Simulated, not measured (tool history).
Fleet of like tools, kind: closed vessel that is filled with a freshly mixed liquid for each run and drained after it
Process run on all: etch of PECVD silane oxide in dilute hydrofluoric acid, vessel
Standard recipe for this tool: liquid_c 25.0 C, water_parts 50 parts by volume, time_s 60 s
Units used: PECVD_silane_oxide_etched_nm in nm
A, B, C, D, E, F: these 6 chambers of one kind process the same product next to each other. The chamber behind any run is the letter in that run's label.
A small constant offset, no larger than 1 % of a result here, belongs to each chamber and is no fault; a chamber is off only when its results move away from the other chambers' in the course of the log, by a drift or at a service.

| run | hour | liquid_c | water_parts | time_s | hours since the thermometer was replaced | hours since the hydrofluoric acid flow meter was replaced | read-back film thickness of the PECVD silane oxide reference wafer, read on the same gauge (nm) | PECVD_silane_oxide_etched_nm |
|---|---|---|---|---|---|---|---|---|
| 1A | 8.8 | 25.0 | 50 | 60 | 407.3 | 489.5 | 100.020 | 26.066 |
| 2D | 18.4 | 25.0 | 50 | 60 | 103.7 | 1138.1 | 99.986 | 26.759 |
| 3C | 28.3 | 25.0 | 50 | 60 | 1165.0 | 372.4 | 99.982 | 26.510 |
| 4B | 33.7 | 25.0 | 50 | 60 | 883.9 | 2306.0 | 99.990 | 26.587 |
| 5F | 40.9 | 25.0 | 50 | 60 | 361.4 | 76.3 | 99.998 | 26.914 |
| 6E | 46.0 | 25.0 | 50 | 60 | 1051.8 | 604.8 | 100.010 | 26.568 |
| 7A | 51.6 | 25.0 | 50 | 60 | 450.1 | 532.3 | 99.985 | 26.213 |
|  | 54.1 | chamber E: thermometer replaced |
|  | 57.1 | chamber A: thermometer replaced |
| 8E | 61.2 | 25.0 | 50 | 60 | 7.1 | 620.0 | 100.010 | 26.481 |
| 9B | 68.5 | 25.0 | 50 | 60 | 918.7 | 2340.8 | 100.010 | 26.282 |
| 10D | 76.0 | 25.0 | 50 | 60 | 161.3 | 1195.7 | 100.010 | 26.395 |
| 11C | 81.3 | 25.0 | 50 | 60 | 1218.0 | 425.4 | 99.992 | 26.395 |
| 12F | 89.8 | 25.0 | 50 | 60 | 410.3 | 125.2 | 100.030 | 26.422 |
| 13B | 96.9 | 25.0 | 50 | 60 | 947.1 | 2369.2 | 99.997 | 26.128 |
| 14E | 103.2 | 25.0 | 50 | 90 | 49.1 | 662.0 | 100.000 | 39.145 |
| 15A | 109.5 | 25.0 | 50 | 90 | 52.4 | 590.2 | 100.010 | 39.180 |
| 16F | 117.8 | 25.0 | 50 | 90 | 438.3 | 153.2 | 99.997 | 39.555 |
| 17C | 123.6 | 25.0 | 50 | 90 | 1260.3 | 467.7 | 99.987 | 39.704 |
| 18D | 130.9 | 25.0 | 50 | 90 | 216.2 | 1250.6 | 99.983 | 40.096 |
| 19B | 139.2 | 25.0 | 50 | 90 | 989.4 | 2411.5 | 99.984 | 39.338 |
| 20E | 146.9 | 25.0 | 50 | 60 | 92.8 | 705.7 | 100.020 | 25.376 |
| 21A | 151.9 | 25.0 | 50 | 60 | 94.8 | 632.6 | 99.994 | 26.030 |
| 22F | 160.2 | 25.0 | 50 | 60 | 480.7 | 195.6 | 100.010 | 26.121 |
|  | 162.7 | chamber A: hydrofluoric acid flow meter replaced |
| 23C | 165.9 | 25.0 | 50 | 60 | 1302.6 | 510.0 | 99.995 | 26.416 |
| 24D | 172.1 | 22.5 | 70 | 60 | 257.4 | 1291.8 | 100.010 | 16.814 |
| 25B | 177.6 | 22.5 | 70 | 60 | 1027.8 | 2449.9 | 100.010 | 16.706 |
| 26D | 182.5 | 22.5 | 70 | 60 | 267.8 | 1302.2 | 100.010 | 16.593 |
| 27C | 192.1 | 22.5 | 70 | 60 | 1328.8 | 536.2 | 99.974 | 16.880 |
| 28A | 198.6 | 22.5 | 70 | 60 | 141.5 | 36.0 | 99.969 | 16.527 |
| 29E | 208.7 | 22.5 | 70 | 60 | 154.6 | 767.5 | 100.000 | 16.114 |
| 30F | 216.1 | 25.0 | 50 | 60 | 536.6 | 251.5 | 99.974 | 26.327 |
| 31C | 223.4 | 25.0 | 50 | 60 | 1360.1 | 567.5 | 100.000 | 26.352 |
| 32D | 232.6 | 25.0 | 50 | 60 | 317.9 | 1352.3 | 100.000 | 26.078 |
| 33E | 242.2 | 25.0 | 50 | 60 | 188.1 | 801.0 | 100.030 | 24.664 |
| 34A | 252.2 | 25.0 | 50 | 60 | 195.1 | 89.6 | 99.984 | 26.294 |
| 35F | 258.5 | 25.0 | 50 | 60 | 579.0 | 293.9 | 99.974 | 26.311 |
| 36B | 265.6 | 25.0 | 50 | 85 | 1115.8 | 2537.9 | 100.000 | 36.975 |
| 37E | 274.1 | 25.0 | 50 | 85 | 220.0 | 832.9 | 100.040 | 35.444 |
| 38A | 281.4 | 25.0 | 50 | 85 | 224.3 | 118.8 | 100.010 | 37.105 |
| 39C | 286.9 | 25.0 | 50 | 85 | 1423.6 | 631.0 | 100.020 | 37.423 |

All 6 chambers run these settings next. Forecast each chamber's results:
| 40A | 294.8 | 25.0 | 50 | 60 |  |  |  | ? |
| 40B | 294.8 | 25.0 | 50 | 60 |  |  |  | ? |
| 40C | 294.8 | 25.0 | 50 | 60 |  |  |  | ? |
| 40D | 294.8 | 25.0 | 50 | 60 |  |  |  | ? |
| 40E | 294.8 | 25.0 | 50 | 60 |  |  |  | ? |
| 40F | 294.8 | 25.0 | 50 | 60 |  |  |  | ? |

| run | PECVD_silane_oxide_etched_nm |
|---|---|
| 40A | 26.388 |
| 40B | 26.051 |
| 40C | 26.698 |
| 40D | 27.096 |
| 40E | 24.636 |
| 40F | 26.033 |

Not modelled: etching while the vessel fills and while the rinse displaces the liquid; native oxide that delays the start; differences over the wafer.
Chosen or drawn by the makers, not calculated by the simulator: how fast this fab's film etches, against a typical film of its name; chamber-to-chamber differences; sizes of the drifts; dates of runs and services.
